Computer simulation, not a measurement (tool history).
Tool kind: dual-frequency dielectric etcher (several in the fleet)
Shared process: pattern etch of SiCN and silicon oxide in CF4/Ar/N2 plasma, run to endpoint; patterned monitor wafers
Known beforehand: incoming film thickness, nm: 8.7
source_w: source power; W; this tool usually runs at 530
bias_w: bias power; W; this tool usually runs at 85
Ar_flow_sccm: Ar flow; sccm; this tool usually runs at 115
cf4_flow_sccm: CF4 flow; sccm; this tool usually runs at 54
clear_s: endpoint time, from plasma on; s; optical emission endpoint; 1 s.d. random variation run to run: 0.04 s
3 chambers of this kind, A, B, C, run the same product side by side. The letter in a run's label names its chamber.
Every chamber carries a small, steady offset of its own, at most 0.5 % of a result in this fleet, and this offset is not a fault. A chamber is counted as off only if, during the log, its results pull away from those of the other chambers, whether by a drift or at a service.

run   hour  source_w  bias_w  Ar_flow_sccm  cf4_flow_sccm  hours since the last wet clean  hours since the last source power generator calibration  hours since the last bias power generator calibration  hours since the last Ar flow controller change  hours since the last CF4 flow controller change  clear_s
 1B    5.7       530      85           115             54                             500                                                   2041.5                                                   67.2                                          3097.5                                           1030.8   8.8459
 2C   17.7       530      85           115             54                           406.2                                                   2561.3                                                  891.9                                           147.3                                            316.7   8.7987
      19.8  -- chamber A: Ar flow controller replaced
 3A   26.3       530      85           115             54                           205.9                                                    366.3                                                 2239.1                                             6.5                                             1738   8.7026
 4C   34.2       530      85           115             54                           422.7                                                   2577.8                                                  908.4                                           163.8                                            333.2   8.7591
      37.1  -- chamber C: wet clean of the chamber
 5A   39.6       530      85           115             54                           219.2                                                    379.6                                                 2252.4                                            19.8                                           1751.3   8.7532
 6B   48.7       530      85           115             54                             543                                                   2084.5                                                  110.2                                          3140.5                                           1073.8   8.7297
 7A   55.7       530      85           115             54                           235.3                                                    395.7                                                 2268.5                                            35.9                                           1767.4   8.7509
 8B     66       530      85           115             54                           560.3                                                   2101.8                                                  127.5                                          3157.8                                           1091.1   8.7637
 9C   74.7       530      85           115             54                            37.6                                                   2618.3                                                  948.9                                           204.3                                            373.7    8.792
10A     86       530      85           115             54                           265.6                                                      426                                                 2298.8                                            66.2                                           1797.7   8.7995
11C   96.5       530      85           115             54                            59.4                                                   2640.1                                                  970.7                                           226.1                                            395.5   8.8028
12B  102.6       530      85           115             54                           596.9                                                   2138.4                                                  164.1                                          3194.4                                           1127.7   8.8252
13B  111.9       530      85           115             54                           606.2                                                   2147.7                                                  173.4                                          3203.7                                             1137   8.7053
     119.3  -- chamber B: wet clean of the chamber
14C  123.3       530      85           115             54                            86.2                                                   2666.9                                                  997.5                                           252.9                                            422.3    8.715
15A    131       530      85           115             54                           310.6                                                      471                                                 2343.8                                           111.2                                           1842.7   8.8017
16B  141.6       530      85           115             54                            22.4                                                   2177.4                                                  203.1                                          3233.4                                           1166.7   9.1304
17A  149.3       530      85           115             54                           328.9                                                    489.3                                                 2362.1                                           129.5                                             1861   8.7648
     156.2  -- chamber A: bias power generator calibrated
18C  160.3       530      85           115             54                           123.2                                                   2703.9                                                 1034.5                                           289.9                                            459.3   8.8015
19A    171       530      85           115             54                           350.6                                                      511                                                   14.9                                           151.2                                           1882.7   8.7566
20C  177.1       530      85           115             54                             140                                                   2720.7                                                 1051.3                                           306.7                                            476.1   8.8073
     183.3  -- chamber B: source power generator calibrated
21B  185.8       530      85           105             61                            66.6                                                      2.6                                                  247.3                                          3277.6                                           1210.9   8.8435
22C  197.7       530      85           105             61                           160.6                                                   2741.3                                                 1071.9                                           327.3                                            496.7   8.4203
23A  205.3       530      85           105             61                           384.9                                                    545.3                                                   49.2                                           185.5                                             1917   8.4714

What goes on in this fleet: one chamber off, a drifting gauge, or nothing beyond the chambers' own small offsets? Name the chamber and the cause, if any.

A service on chamber B put it out of line with the rest.
Cause: etch rate under this chamber's usual, % = 4.02.

Chamber B could run next with any of the 4 candidate recipes listed below; each alters the usual settings, and their results appear as question marks. Which one brings its results back in line with what the other chambers deliver on the usual settings?
Maximum distance from the other chambers' mean on the usual settings for a result to count as in line: clear_s 0.14 s
24B-1  213.8       550      86           114             54                                                                                                                                                                                                                                                         ?
24B-2  213.8       530      82           115             54                                                                                                                                                                                                                                                         ?
24B-3  213.8       530      85           110             57                                                                                                                                                                                                                                                         ?
24B-4  213.8       510      84           116             54                                                                                                                                                                                                                                                         ?

Mean of the other chambers on the usual settings: clear_s 8.7552 s
  run  clear_s
24B-1   8.8222
24B-2   9.2817
24B-3   9.0186
24B-4   9.5218
It is 24B-1 that realigns the chamber with its peers.
